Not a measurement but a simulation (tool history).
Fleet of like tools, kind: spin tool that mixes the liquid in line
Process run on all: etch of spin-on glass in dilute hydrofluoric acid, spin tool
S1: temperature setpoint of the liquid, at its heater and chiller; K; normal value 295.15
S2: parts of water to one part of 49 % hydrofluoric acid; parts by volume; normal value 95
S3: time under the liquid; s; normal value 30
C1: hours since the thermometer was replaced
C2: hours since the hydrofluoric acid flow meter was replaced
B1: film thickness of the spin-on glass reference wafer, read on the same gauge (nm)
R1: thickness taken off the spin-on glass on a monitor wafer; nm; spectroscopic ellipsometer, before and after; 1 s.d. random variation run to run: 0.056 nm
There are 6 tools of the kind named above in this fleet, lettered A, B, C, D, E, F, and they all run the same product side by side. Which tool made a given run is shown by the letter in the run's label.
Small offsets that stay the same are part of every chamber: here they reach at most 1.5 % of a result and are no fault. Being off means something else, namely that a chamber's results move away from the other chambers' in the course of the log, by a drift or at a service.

run   hour      S1   S2  S3      C1      C2      B1       R1
 1D    4.2  295.15   95  30    60.3  1191.6  140.02   9.8212
 2A    8.6  295.15   95  30   792.8    43.0  140.00   9.9898
 3E   17.8  295.15   95  30   627.7   610.5  140.05   9.8559
 4B   26.0  295.15   95  30   991.5  1689.9  139.99   9.9362
 5F   35.7  295.15   95  30   154.9   784.1  140.05   9.8204
 6C   44.6  295.15   95  30  1220.6   649.7  140.02   9.7903
 7F   50.3  295.15   95  30   169.5   798.7  139.95   9.8062
 8B   55.7  295.15   95  30  1021.2  1719.6  139.94   9.8704
 9D   63.2  295.15   95  30   119.3  1250.6  139.98   9.8577
10E   68.8  293.15  125  30   678.7   661.5  139.97   6.6899
11C   77.1  293.15  125  30  1253.1   682.2  140.08   6.7395
12A   86.2  293.15  125  30   870.4   120.6  139.97   6.6520
13A   94.7  293.15  125  30   878.9   129.1  139.95   6.5935
14C  100.7  293.15  125  30  1276.7   705.8  140.06   6.6568
15F  105.1  293.15  125  30   224.3   853.5  139.99   6.6227
16E  114.0  295.15   95  30   723.9   706.7  140.05   9.8436
17B  120.9  295.15   95  30  1086.4  1784.8  140.00   9.7990
18D  126.1  295.15   95  30   182.2  1313.5  140.02   9.8012
19C  135.2  295.15   95  30  1311.2   740.3  140.00   9.8639
20B  140.5  295.15   95  30  1106.0  1804.4  140.04   9.9322
21A  149.0  295.15   95  30   933.2   183.4  140.00   9.6264
22D  153.4  295.15   95  30   209.5  1340.8  139.98   9.9816
23E  162.7  295.15   95  30   772.6   755.4  140.00   9.8071
24F  172.4  295.15   95  30   291.6   920.8  140.08   9.8199
25A  180.6  295.15   95  30   964.8   215.0  139.97   9.5945
     180.8  -- chamber E: hydrofluoric acid flow meter replaced
26B  190.4  295.15   95  30  1155.9  1854.3  140.05  10.0040
27C  199.3  295.15   95  30  1375.3   804.4  140.04   9.9247
28D  203.9  295.15   95  30   260.0  1391.3  139.99   9.9014
29F  208.9  295.15   95  30   328.1   957.3  139.98   9.8262
30E  213.6  295.15   95  30   823.5    32.8  139.96   9.8305
31B  219.7  295.15   95  30  1185.2  1883.6  140.02   9.8988
32A  228.4  295.15   95  30  1012.6   262.8  139.98   9.3997
33D  236.5  295.15   95  30   292.6  1423.9  139.99   9.9771
34E  244.5  295.15   95  30   854.4    63.7  140.03   9.8130
35F  252.1  295.15   95  30   371.3  1000.5  140.01   9.8028
36C  261.5  295.15   95  30  1437.5   866.6  139.97   9.7918
37A  270.1  295.15   95  30  1054.3   304.5  140.03   9.2615

The same settings go to every chamber for the next run, one line per chamber below. Forecast the results for each:
38A  277.1  295.15  95  30               ?
38B  277.1  295.15  95  30               ?
38C  277.1  295.15  95  30               ?
38D  277.1  295.15  95  30               ?
38E  277.1  295.15  95  30               ?
38F  277.1  295.15  95  30               ?

run      R1
38A  9.3563
38B  9.8520
38C  9.8774
38D  9.7979
38E  9.8778
38F  9.7780
